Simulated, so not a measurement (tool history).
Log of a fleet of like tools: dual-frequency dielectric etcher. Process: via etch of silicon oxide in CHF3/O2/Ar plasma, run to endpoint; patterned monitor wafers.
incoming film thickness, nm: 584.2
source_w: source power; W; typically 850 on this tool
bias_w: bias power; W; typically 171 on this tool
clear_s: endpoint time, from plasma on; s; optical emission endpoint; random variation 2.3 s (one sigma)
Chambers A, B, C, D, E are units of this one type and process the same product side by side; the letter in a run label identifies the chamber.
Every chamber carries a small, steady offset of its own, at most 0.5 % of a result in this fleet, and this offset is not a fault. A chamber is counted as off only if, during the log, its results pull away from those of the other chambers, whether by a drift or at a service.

run,hour,source_w,bias_w,hours since the last wet clean,hours since the last source power generator calibration,hours since the last bias power generator calibration,clear_s
1E,5.3,850,171,518.6,1311.8,526.9,262.76
2C,12.3,850,171,496.8,393.8,646.7,265.74
# hour 15.4: chamber C: wet clean of the chamber
3A,20.7,850,171,125.4,138.4,120.4,260.27
4D,26.1,850,171,351.4,376.8,2046.5,260.04
5B,35.0,850,171,259.3,307.2,4390.9,263.28
6E,44.3,850,171,557.6,1350.8,565.9,258.31
7D,54.5,850,171,379.8,405.2,2074.9,263.33
8B,62.0,850,171,286.3,334.2,4417.9,264.43
9C,71.0,850,171,55.7,452.5,705.4,261.08
10A,78.2,850,171,182.9,195.9,177.9,260.39
11B,88.3,850,151,312.6,360.5,4444.2,275.06
# hour 93.7: chamber E: wet clean of the chamber
12C,96.3,850,151,81.0,477.8,730.7,275.70
13D,104.1,850,151,429.4,454.8,2124.5,274.37
14E,108.7,850,151,15.0,1415.2,630.3,271.59
15A,113.9,850,151,218.6,231.6,213.6,268.89
16E,123.4,650,201,29.7,1429.9,645.0,275.17
17B,132.8,650,201,357.1,405.0,4488.7,276.51
18D,139.9,650,201,465.2,490.6,2160.3,281.00
# hour 145.5: chamber D: bias power generator calibrated
19A,150.6,650,201,255.3,268.3,250.3,274.03
20C,155.4,650,201,140.1,536.9,789.8,276.20
21E,161.4,850,171,67.7,1467.9,683.0,262.63
22A,166.3,850,171,271.0,284.0,266.0,260.46
23D,175.5,850,171,500.8,526.2,30.0,263.24
24C,180.3,850,171,165.0,561.8,814.7,264.70
# hour 186.2: chamber D: wet clean of the chamber
25B,186.9,750,141,411.2,459.1,4542.8,290.51
# hour 191.3: chamber B: bias power generator calibrated
26C,195.3,750,141,180.0,576.8,829.7,296.45
27D,205.0,750,141,18.8,555.7,59.5,291.50
28A,211.9,750,141,316.6,329.6,311.6,289.89
29B,218.6,750,141,442.9,490.8,27.4,292.66
30E,228.2,850,171,134.5,1534.7,749.8,264.07
31A,233.6,850,171,338.3,351.3,333.3,265.03
32D,238.7,850,171,52.5,589.4,93.2,262.12
33E,246.3,850,171,152.6,1552.8,767.9,262.19
34B,253.2,850,171,477.5,525.4,62.0,265.35
35C,263.0,850,171,247.7,644.5,897.4,262.42

The same settings go to every chamber for the next run, one line per chamber below. Forecast the results for each:
36A,270.6,960,171,,,,?
36B,270.6,960,171,,,,?
36C,270.6,960,171,,,,?
36D,270.6,960,171,,,,?
36E,270.6,960,171,,,,?

run,clear_s
36A,250.62
36B,252.35
36C,251.59
36D,248.75
36E,250.62

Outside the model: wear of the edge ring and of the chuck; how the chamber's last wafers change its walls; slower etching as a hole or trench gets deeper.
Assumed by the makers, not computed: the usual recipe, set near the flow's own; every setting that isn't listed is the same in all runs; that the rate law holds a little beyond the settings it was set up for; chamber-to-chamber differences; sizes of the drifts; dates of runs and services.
